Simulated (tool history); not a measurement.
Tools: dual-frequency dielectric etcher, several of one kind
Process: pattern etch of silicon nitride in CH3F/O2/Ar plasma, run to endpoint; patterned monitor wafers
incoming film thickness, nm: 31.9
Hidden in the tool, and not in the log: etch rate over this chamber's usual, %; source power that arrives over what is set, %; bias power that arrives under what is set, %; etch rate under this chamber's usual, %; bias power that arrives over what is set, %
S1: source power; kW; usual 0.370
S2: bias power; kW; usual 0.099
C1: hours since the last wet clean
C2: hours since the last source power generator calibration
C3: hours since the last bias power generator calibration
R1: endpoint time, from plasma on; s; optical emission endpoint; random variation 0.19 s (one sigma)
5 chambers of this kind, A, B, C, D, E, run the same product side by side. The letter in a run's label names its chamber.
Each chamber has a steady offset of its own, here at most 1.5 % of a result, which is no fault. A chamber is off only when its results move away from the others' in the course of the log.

Run 1A, hour 5.8: usual settings; C1 525.9; C2 235.7; C3 244.6. Result: R1 42.227 s.
At hour 7.6: chamber E: bias power generator calibrated.
Run 2D, hour 9.6: usual settings; C1 12.0; C2 1334.2; C3 2246.8. Result: R1 42.179 s.
At hour 10.1: chamber A: wet clean of the chamber.
Run 3B, hour 15.8: usual settings; C1 192.4; C2 3524.7; C3 116.8. Result: R1 41.769 s.
Run 4C, hour 21.6: usual settings; C1 75.6; C2 560.1; C3 1116.2. Result: R1 42.227 s.
Run 5E, hour 27.7: usual settings but S1 0.430 kW, S2 0.112 kW; C1 356.0; C2 4471.5; C3 20.1. Result: R1 38.112 s.
Run 6C, hour 33.7: usual settings but S1 0.430 kW, S2 0.112 kW; C1 87.7; C2 572.2; C3 1128.3. Result: R1 38.092 s.
Run 7A, hour 37.4: usual settings but S1 0.430 kW, S2 0.112 kW; C1 27.3; C2 267.3; C3 276.2. Result: R1 38.304 s.
Run 8B, hour 42.6: usual settings but S1 0.430 kW, S2 0.112 kW; C1 219.2; C2 3551.5; C3 143.6. Result: R1 38.141 s.
Run 9D, hour 47.3: usual settings but S1 0.430 kW, S2 0.112 kW; C1 49.7; C2 1371.9; C3 2284.5. Result: R1 37.902 s.
Run 10E, hour 50.2: usual settings; C1 378.5; C2 4494.0; C3 42.6. Result: R1 42.304 s.
Run 11C, hour 53.6: usual settings; C1 107.6; C2 592.1; C3 1148.2. Result: R1 42.442 s.
Run 12D, hour 59.0: usual settings; C1 61.4; C2 1383.6; C3 2296.2. Result: R1 42.562 s.
Run 13B, hour 62.3: usual settings; C1 238.9; C2 3571.2; C3 163.3. Result: R1 41.794 s.
Run 14E, hour 67.9: usual settings; C1 396.2; C2 4511.7; C3 60.3. Result: R1 42.172 s.
Run 15A, hour 70.9: usual settings; C1 60.8; C2 300.8; C3 309.7. Result: R1 42.445 s.
Run 16E, hour 75.9: usual settings; C1 404.2; C2 4519.7; C3 68.3. Result: R1 42.289 s.
Run 17D, hour 80.8: usual settings; C1 83.2; C2 1405.4; C3 2318.0. Result: R1 42.489 s.
At hour 82.8: chamber E: source power generator calibrated.
Run 18A, hour 85.8: usual settings; C1 75.7; C2 315.7; C3 324.6. Result: R1 42.425 s.
Run 19C, hour 91.3: usual settings; C1 145.3; C2 629.8; C3 1185.9. Result: R1 42.508 s.
Run 20B, hour 96.8: usual settings; C1 273.4; C2 3605.7; C3 197.8. Result: R1 42.486 s.
Run 21E, hour 100.7: usual settings; C1 429.0; C2 17.9; C3 93.1. Result: R1 42.388 s.
Run 22C, hour 104.6: usual settings; C1 158.6; C2 643.1; C3 1199.2. Result: R1 42.228 s.
At hour 108.3: chamber D: bias power generator calibrated.
Run 23D, hour 109.6: usual settings; C1 112.0; C2 1434.2; C3 1.4. Result: R1 42.326 s.
Run 24B, hour 114.1: usual settings; C1 290.7; C2 3623.0; C3 215.1. Result: R1 42.257 s.
Run 25A, hour 118.9: usual settings; C1 108.8; C2 348.8; C3 357.7. Result: R1 42.572 s.
Run 26E, hour 123.5: usual settings; C1 451.8; C2 40.7; C3 115.9. Result: R1 42.099 s.
Run 27A, hour 128.6: usual settings but S1 0.400 kW; C1 118.5; C2 358.5; C3 367.4. Result: R1 41.012 s.
Run 28D, hour 133.7: usual settings but S1 0.400 kW; C1 136.1; C2 1458.3; C3 25.5. Result: R1 40.929 s.
Run 29C, hour 137.1: usual settings but S1 0.400 kW; C1 191.1; C2 675.6; C3 1231.7. Result: R1 41.026 s.
Run 30B, hour 140.3: usual settings but S1 0.400 kW; C1 316.9; C2 3649.2; C3 241.3. Result: R1 41.357 s.
Run 31A, hour 145.6: usual settings but S1 0.400 kW; C1 135.5; C2 375.5; C3 384.4. Result: R1 41.182 s.
Run 32D, hour 150.7: usual settings; C1 153.1; C2 1475.3; C3 42.5. Result: R1 42.280 s.
Run 33B, hour 156.2: usual settings; C1 332.8; C2 3665.1; C3 257.2. Result: R1 43.460 s.
Run 34C, hour 161.8: usual settings; C1 215.8; C2 700.3; C3 1256.4. Result: R1 42.478 s.
Run 35E, hour 166.1: usual settings; C1 494.4; C2 83.3; C3 158.5. Result: R1 42.174 s.
Run 36B, hour 171.2: usual settings; C1 347.8; C2 3680.1; C3 272.2. Result: R1 43.261 s.
At hour 173.1: chamber E: wet clean of the chamber.
Run 37D, hour 175.6: usual settings; C1 178.0; C2 1500.2; C3 67.4. Result: R1 42.491 s.
Run 38C, hour 182.0: usual settings; C1 236.0; C2 720.5; C3 1276.6. Result: R1 42.486 s.
Run 39E, hour 185.5: usual settings; C1 12.4; C2 102.7; C3 177.9. Result: R1 42.135 s.
Run 40A, hour 188.8: usual settings; C1 178.7; C2 418.7; C3 427.6. Result: R1 42.277 s.
Run 41B, hour 194.2: usual settings; C1 370.8; C2 3703.1; C3 295.2. Result: R1 43.942 s.
Run 42D, hour 197.0: usual settings; C1 199.4; C2 1521.6; C3 88.8. Result: R1 42.594 s.
Run 43C, hour 202.6: usual settings; C1 256.6; C2 741.1; C3 1297.2. Result: R1 42.288 s.

What goes on in this fleet: one chamber off, a drifting gauge, or nothing beyond the chambers' own small offsets? Name the chamber and the cause, if any.

Chamber B drifts away from the others.
Cause: etch rate under this chamber's usual, % = 4.81.

Here are 4 candidates for chamber B's next run, each the usual settings with a change, their results left as question marks. Which one brings its results back in line with what the others give on the usual settings?
In line means no further than this from the other chambers' mean on the usual settings: R1 0.660 s
Run 44B-1, hour 207.1: usual settings but S2 0.096 kW. Result: R1 ?.
Run 44B-2, hour 207.1: usual settings but S1 0.390 kW, S2 0.105 kW. Result: R1 ?.
Run 44B-3, hour 207.1: usual settings but S2 0.088 kW. Result: R1 ?.
Run 44B-4, hour 207.1: usual settings but S2 0.102 kW. Result: R1 ?.

The other chambers' mean on the usual settings: R1 42.324 s
  run      R1
44B-1  44.540
44B-2  42.279
44B-3  45.962
44B-4  43.562
44B-2 brings the chamber back in line.

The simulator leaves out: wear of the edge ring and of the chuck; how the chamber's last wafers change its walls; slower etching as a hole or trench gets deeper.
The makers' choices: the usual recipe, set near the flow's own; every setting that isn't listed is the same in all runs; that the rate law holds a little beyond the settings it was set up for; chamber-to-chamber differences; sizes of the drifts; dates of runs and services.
